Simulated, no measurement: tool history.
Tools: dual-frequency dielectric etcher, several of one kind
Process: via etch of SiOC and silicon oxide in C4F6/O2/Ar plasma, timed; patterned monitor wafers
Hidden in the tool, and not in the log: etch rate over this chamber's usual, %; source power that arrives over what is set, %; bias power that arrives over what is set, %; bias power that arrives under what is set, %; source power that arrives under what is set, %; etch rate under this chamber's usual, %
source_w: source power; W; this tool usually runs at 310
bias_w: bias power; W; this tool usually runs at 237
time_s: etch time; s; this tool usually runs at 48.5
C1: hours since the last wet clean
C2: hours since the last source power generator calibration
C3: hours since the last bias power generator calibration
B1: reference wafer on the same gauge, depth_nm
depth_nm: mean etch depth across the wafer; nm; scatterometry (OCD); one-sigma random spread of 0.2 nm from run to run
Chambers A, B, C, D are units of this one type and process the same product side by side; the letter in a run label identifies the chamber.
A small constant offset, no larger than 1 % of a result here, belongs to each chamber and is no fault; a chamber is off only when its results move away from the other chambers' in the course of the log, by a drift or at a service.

{"run": "1B", "day": 0.196, "source_w": 310, "bias_w": 237, "time_s": 48.5, "C1": 134.8, "C2": 1943.6, "C3": 1846.4, "B1": 50.357, "depth_nm": 54.33}
{"run": "2A", "day": 0.442, "source_w": 310, "bias_w": 237, "time_s": 48.5, "C1": 278.2, "C2": 1430.7, "C3": 480.5, "B1": 50.269, "depth_nm": 54.306}
{"run": "3C", "day": 0.575, "source_w": 310, "bias_w": 237, "time_s": 48.5, "C1": 485.2, "C2": 3075.2, "C3": 1460.4, "B1": 50.29, "depth_nm": 54.689}
{"run": "4D", "day": 0.725, "source_w": 310, "bias_w": 237, "time_s": 48.5, "C1": 428.6, "C2": 1230.8, "C3": 1799.6, "B1": 50.251, "depth_nm": 54.248}
{"run": "5B", "day": 0.908, "source_w": 310, "bias_w": 237, "time_s": 48.5, "C1": 151.9, "C2": 1960.7, "C3": 1863.5, "B1": 50.276, "depth_nm": 54.495}
{"run": "6A", "day": 1.062, "source_w": 310, "bias_w": 237, "time_s": 48.5, "C1": 293.1, "C2": 1445.6, "C3": 495.4, "B1": 50.313, "depth_nm": 54.275}
{"run": "7C", "day": 1.321, "source_w": 380, "bias_w": 237, "time_s": 48.5, "C1": 503.1, "C2": 3093.1, "C3": 1478.3, "B1": 50.254, "depth_nm": 58.978}
{"run": "8D", "day": 1.558, "source_w": 380, "bias_w": 237, "time_s": 48.5, "C1": 448.6, "C2": 1250.8, "C3": 1819.6, "B1": 50.322, "depth_nm": 58.687}
{"run": "9D", "day": 1.717, "source_w": 380, "bias_w": 237, "time_s": 48.5, "C1": 452.4, "C2": 1254.6, "C3": 1823.4, "B1": 50.349, "depth_nm": 58.516}
{"run": "10B", "day": 1.896, "source_w": 380, "bias_w": 237, "time_s": 48.5, "C1": 175.6, "C2": 1984.4, "C3": 1887.2, "B1": 50.32, "depth_nm": 58.836}
{"run": "11C", "day": 2.092, "source_w": 310, "bias_w": 237, "time_s": 48.5, "C1": 521.6, "C2": 3111.6, "C3": 1496.8, "B1": 50.37, "depth_nm": 54.909}
{"run": "12A", "day": 2.254, "source_w": 310, "bias_w": 237, "time_s": 48.5, "C1": 321.7, "C2": 1474.2, "C3": 524.0, "B1": 50.354, "depth_nm": 54.161}
{"day": 2.292, "done": "chamber D: wet clean of the chamber"}
{"run": "13A", "day": 2.538, "source_w": 310, "bias_w": 237, "time_s": 48.5, "C1": 328.5, "C2": 1481.0, "C3": 530.8, "B1": 50.324, "depth_nm": 54.193}
{"run": "14B", "day": 2.708, "source_w": 310, "bias_w": 237, "time_s": 48.5, "C1": 195.1, "C2": 2003.9, "C3": 1906.7, "B1": 50.258, "depth_nm": 54.59}
{"run": "15C", "day": 2.962, "source_w": 310, "bias_w": 237, "time_s": 48.5, "C1": 542.5, "C2": 3132.5, "C3": 1517.7, "B1": 50.334, "depth_nm": 54.759}
{"run": "16D", "day": 3.088, "source_w": 310, "bias_w": 237, "time_s": 48.5, "C1": 19.2, "C2": 1287.5, "C3": 1856.3, "B1": 50.286, "depth_nm": 54.383}
{"run": "17D", "day": 3.288, "source_w": 250, "bias_w": 205, "time_s": 48.5, "C1": 24.0, "C2": 1292.3, "C3": 1861.1, "B1": 50.362, "depth_nm": 47.356}
{"run": "18A", "day": 3.45, "source_w": 250, "bias_w": 205, "time_s": 48.5, "C1": 350.4, "C2": 1502.9, "C3": 552.7, "B1": 50.301, "depth_nm": 47.808}
{"run": "19C", "day": 3.612, "source_w": 250, "bias_w": 205, "time_s": 48.5, "C1": 558.1, "C2": 3148.1, "C3": 1533.3, "B1": 50.306, "depth_nm": 47.77}
{"run": "20B", "day": 3.738, "source_w": 250, "bias_w": 205, "time_s": 48.5, "C1": 219.8, "C2": 2028.6, "C3": 1931.4, "B1": 50.256, "depth_nm": 48.123}
{"day": 3.883, "done": "chamber C: wet clean of the chamber"}
{"run": "21C", "day": 3.908, "source_w": 310, "bias_w": 237, "time_s": 48.5, "C1": 0.6, "C2": 3155.2, "C3": 1540.4, "B1": 50.295, "depth_nm": 55.08}
{"run": "22B", "day": 4.046, "source_w": 310, "bias_w": 237, "time_s": 48.5, "C1": 227.2, "C2": 2036.0, "C3": 1938.8, "B1": 50.287, "depth_nm": 54.579}
{"run": "23D", "day": 4.204, "source_w": 310, "bias_w": 237, "time_s": 48.5, "C1": 46.0, "C2": 1314.3, "C3": 1883.1, "B1": 50.289, "depth_nm": 54.073}
{"run": "24A", "day": 4.358, "source_w": 310, "bias_w": 237, "time_s": 48.5, "C1": 372.2, "C2": 1524.7, "C3": 574.5, "B1": 50.297, "depth_nm": 54.458}
{"run": "25C", "day": 4.542, "source_w": 310, "bias_w": 262, "time_s": 48.5, "C1": 15.8, "C2": 3170.4, "C3": 1555.6, "B1": 50.272, "depth_nm": 56.332}
{"run": "26D", "day": 4.679, "source_w": 310, "bias_w": 262, "time_s": 48.5, "C1": 57.4, "C2": 1325.7, "C3": 1894.5, "B1": 50.293, "depth_nm": 56.051}
{"run": "27A", "day": 4.896, "source_w": 310, "bias_w": 262, "time_s": 48.5, "C1": 385.1, "C2": 1537.6, "C3": 587.4, "B1": 50.274, "depth_nm": 56.234}
{"run": "28B", "day": 5.071, "source_w": 310, "bias_w": 262, "time_s": 48.5, "C1": 251.8, "C2": 2060.6, "C3": 1963.4, "B1": 50.274, "depth_nm": 56.583}
{"run": "29C", "day": 5.3, "source_w": 310, "bias_w": 237, "time_s": 59.0, "C1": 34.0, "C2": 3188.6, "C3": 1573.8, "B1": 50.308, "depth_nm": 66.996}
{"run": "30D", "day": 5.512, "source_w": 310, "bias_w": 237, "time_s": 59.0, "C1": 77.4, "C2": 1345.7, "C3": 1914.5, "B1": 50.313, "depth_nm": 66.072}
{"run": "31A", "day": 5.725, "source_w": 310, "bias_w": 237, "time_s": 59.0, "C1": 405.0, "C2": 1557.5, "C3": 607.3, "B1": 50.285, "depth_nm": 65.547}

Does one chamber stand apart from the rest, does the shared gauge drift, or is all well apart from small per-chamber offsets? Give the chamber and the most likely cause, where there is one.

Beyond each chamber's small constant offset nothing stands out, and the gauge stays steady.
